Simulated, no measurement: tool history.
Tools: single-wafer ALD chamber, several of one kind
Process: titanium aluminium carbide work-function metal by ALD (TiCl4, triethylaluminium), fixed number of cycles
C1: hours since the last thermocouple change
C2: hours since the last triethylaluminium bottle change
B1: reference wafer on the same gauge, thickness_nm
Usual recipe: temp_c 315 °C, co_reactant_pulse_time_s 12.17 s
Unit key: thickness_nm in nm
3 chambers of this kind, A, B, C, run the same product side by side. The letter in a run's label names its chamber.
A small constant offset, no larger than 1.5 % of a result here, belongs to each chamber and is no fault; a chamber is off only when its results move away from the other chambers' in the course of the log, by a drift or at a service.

Run 1A, hour 3.2: usual settings; C1 1056.4; C2 715.1; B1 2.3609. Result: thickness_nm 2.1933 nm.
Run 2B, hour 6.6: usual settings; C1 1004.3; C2 488.5; B1 2.3579. Result: thickness_nm 2.1648 nm.
Run 3C, hour 8.8: usual settings; C1 1178.1; C2 978.4; B1 2.3587. Result: thickness_nm 2.1435 nm.
Run 4A, hour 13.2: usual settings; C1 1066.4; C2 725.1; B1 2.3562. Result: thickness_nm 2.1695 nm.
Run 5C, hour 17.5: usual settings but temp_c 304 °C, co_reactant_pulse_time_s 16.81 s; C1 1186.8; C2 987.1; B1 2.3582. Result: thickness_nm 2.0727 nm.
Run 6B, hour 19.7: usual settings but temp_c 304 °C, co_reactant_pulse_time_s 16.81 s; C1 1017.4; C2 501.6; B1 2.3573. Result: thickness_nm 2.0996 nm.
Run 7A, hour 21.8: usual settings but temp_c 304 °C, co_reactant_pulse_time_s 16.81 s; C1 1075.0; C2 733.7; B1 2.3609. Result: thickness_nm 2.1163 nm.
Run 8C, hour 26.2: usual settings but temp_c 306 °C, co_reactant_pulse_time_s 16.66 s; C1 1195.5; C2 995.8; B1 2.3622. Result: thickness_nm 2.0818 nm.
Run 9B, hour 29.6: usual settings but temp_c 306 °C, co_reactant_pulse_time_s 16.66 s; C1 1027.3; C2 511.5; B1 2.3628. Result: thickness_nm 2.1085 nm.
Run 10A, hour 32.8: usual settings but temp_c 306 °C, co_reactant_pulse_time_s 16.66 s; C1 1086.0; C2 744.7; B1 2.3592. Result: thickness_nm 2.1085 nm.
Run 11C, hour 35.3: usual settings; C1 1204.6; C2 1004.9; B1 2.3600. Result: thickness_nm 2.1448 nm.
Run 12B, hour 37.9: usual settings; C1 1035.6; C2 519.8; B1 2.3618. Result: thickness_nm 2.1721 nm.
Run 13B, hour 42.8: usual settings; C1 1040.5; C2 524.7; B1 2.3555. Result: thickness_nm 2.1815 nm.
Run 14C, hour 47.5: usual settings; C1 1216.8; C2 1017.1; B1 2.3591. Result: thickness_nm 2.1404 nm.
Run 15A, hour 49.8: usual settings; C1 1103.0; C2 761.7; B1 2.3596. Result: thickness_nm 2.1860 nm.
Run 16A, hour 52.9: usual settings; C1 1106.1; C2 764.8; B1 2.3594. Result: thickness_nm 2.1759 nm.
Run 17B, hour 56.4: usual settings but temp_c 320 °C, co_reactant_pulse_time_s 8.33 s; C1 1054.1; C2 538.3; B1 2.3604. Result: thickness_nm 2.1084 nm.
Run 18C, hour 59.3: usual settings but temp_c 320 °C, co_reactant_pulse_time_s 8.33 s; C1 1228.6; C2 1028.9; B1 2.3621. Result: thickness_nm 2.0996 nm.
Run 19A, hour 63.4: usual settings but temp_c 320 °C, co_reactant_pulse_time_s 8.33 s; C1 1116.6; C2 775.3; B1 2.3635. Result: thickness_nm 2.1039 nm.
Run 20C, hour 66.3: usual settings; C1 1235.6; C2 1035.9; B1 2.3605. Result: thickness_nm 2.1585 nm.
Run 21B, hour 69.2: usual settings; C1 1066.9; C2 551.1; B1 2.3581. Result: thickness_nm 2.1603 nm.
Run 22B, hour 72.5: usual settings; C1 1070.2; C2 554.4; B1 2.3641. Result: thickness_nm 2.1747 nm.
Run 23A, hour 75.0: usual settings; C1 1128.2; C2 786.9; B1 2.3608. Result: thickness_nm 2.1722 nm.
Run 24C, hour 79.7: usual settings but temp_c 309 °C, co_reactant_pulse_time_s 14.77 s; C1 1249.0; C2 1049.3; B1 2.3608. Result: thickness_nm 2.1098 nm.
Run 25B, hour 82.7: usual settings but temp_c 309 °C, co_reactant_pulse_time_s 14.77 s; C1 1080.4; C2 564.6; B1 2.3576. Result: thickness_nm 2.1360 nm.

Read the log: is a single chamber off, either drifting away or since a service, is the gauge that measures every chamber drifting, or is nothing wrong beyond small per-chamber offsets? Name any odd chamber and what most likely caused it.

All chambers stay in line apart from their small fixed offsets, and the gauge does not drift.
